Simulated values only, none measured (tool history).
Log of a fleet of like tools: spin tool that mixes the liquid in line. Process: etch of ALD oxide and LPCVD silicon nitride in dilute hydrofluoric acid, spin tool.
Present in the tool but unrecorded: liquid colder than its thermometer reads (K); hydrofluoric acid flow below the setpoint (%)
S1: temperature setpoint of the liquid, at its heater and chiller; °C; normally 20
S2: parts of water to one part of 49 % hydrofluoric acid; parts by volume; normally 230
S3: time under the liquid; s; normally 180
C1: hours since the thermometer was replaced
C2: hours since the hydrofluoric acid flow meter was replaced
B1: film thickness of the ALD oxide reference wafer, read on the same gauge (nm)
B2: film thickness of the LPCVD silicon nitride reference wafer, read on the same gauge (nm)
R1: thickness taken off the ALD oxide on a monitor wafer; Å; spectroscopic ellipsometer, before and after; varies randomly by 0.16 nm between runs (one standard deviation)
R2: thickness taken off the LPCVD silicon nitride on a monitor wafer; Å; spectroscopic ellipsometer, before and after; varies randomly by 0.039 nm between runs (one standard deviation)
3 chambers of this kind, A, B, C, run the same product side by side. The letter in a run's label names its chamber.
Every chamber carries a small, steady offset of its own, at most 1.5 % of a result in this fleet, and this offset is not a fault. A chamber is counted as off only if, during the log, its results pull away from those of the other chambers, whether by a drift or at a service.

run	hour	S1	S2	S3	C1	C2	B1	B2	R1	R2
1A	4.1	20	230	180	1824.9	61.4	149.98	130.01	174.07	2.4734
2C	9.6	20	230	180	1178.8	1415.4	150	130.02	175.27	2.5252
# hour 13: chamber C: hydrofluoric acid flow meter replaced
3B	15.2	20	230	180	483.3	594.5	150	129.99	172.92	2.8504
4C	20	20	230	180	1189.2	7	150.03	130.03	175.88	2.985
5A	22.6	20	230	180	1843.4	79.9	150.02	130	170.21	2.2153
6B	28.3	20	230	180	496.4	607.6	150	129.99	171.61	2.5919
# hour 29.3: chamber A: thermometer replaced
7C	32.4	20	230	180	1201.6	19.4	149.98	130	176.82	2.5981
8B	37.2	24	230	260	505.3	616.5	150.02	130.01	285.13	5.2017
9A	41.7	24	230	260	12.5	99	150.02	129.99	296.77	5.7257
10C	46.3	24	230	260	1215.5	33.3	149.98	129.99	298.45	5.9938
11A	49.7	20	230	180	20.5	107	149.99	130.02	172.93	2.5682
12B	52.8	20	230	180	520.9	632.1	150	130.01	166.63	2.9651
13C	58.1	20	230	180	1227.3	45.1	150.01	130.02	178.07	2.1753
14B	63.8	20	230	180	531.9	643.1	150.03	130.03	163.19	2.0982
15A	68.2	20	230	180	39	125.5	150.02	130.02	173.54	2.9047
16C	72.4	20	230	265	1241.6	59.4	150.01	129.96	261.52	3.3493
17B	76.3	20	230	265	544.4	655.6	150	129.94	237.76	3.8986
18A	79.9	20	230	265	50.7	137.2	150.03	130.02	259.76	4.1617
19B	85.8	20	230	180	553.9	665.1	150.02	129.95	158.86	1.9363
20C	91.4	20	230	180	1260.6	78.4	150	130.06	179.97	2.9675

Has any chamber moved away from the others, gradually or after a service, or does the common gauge drift, or do the chambers differ only by their own small steady offsets? State the chamber and the most likely cause if one applies.

Chamber B drifts away from the others.
Most likely cause: hydrofluoric acid flow below the setpoint (%) = 8.02.

Which of the 4 candidates below, each the usual settings with something changed and its results left as question marks, puts chamber B back in line with what the other chambers give on the usual settings?
In line means no further than this from the other chambers' mean on the usual settings: R1 5.8 Å; R2 1.4 Å
21B-1	95.6	19	195	190					?	?
21B-2	95.6	21	265	170					?	?
21B-3	95.6	19.5	210	185					?	?
21B-4	95.6	20.5	250	175					?	?

Usual-settings mean across the other chambers: R1 175.24 Å; R2 2.7347 Å
run	R1	R2
21B-1	194.06	3.1859
21B-2	127.52	2.3975
21B-3	175.87	2.9804
21B-4	138.83	2.5321
21B-3 is the one that brings the chamber's results back in line with the other chambers.

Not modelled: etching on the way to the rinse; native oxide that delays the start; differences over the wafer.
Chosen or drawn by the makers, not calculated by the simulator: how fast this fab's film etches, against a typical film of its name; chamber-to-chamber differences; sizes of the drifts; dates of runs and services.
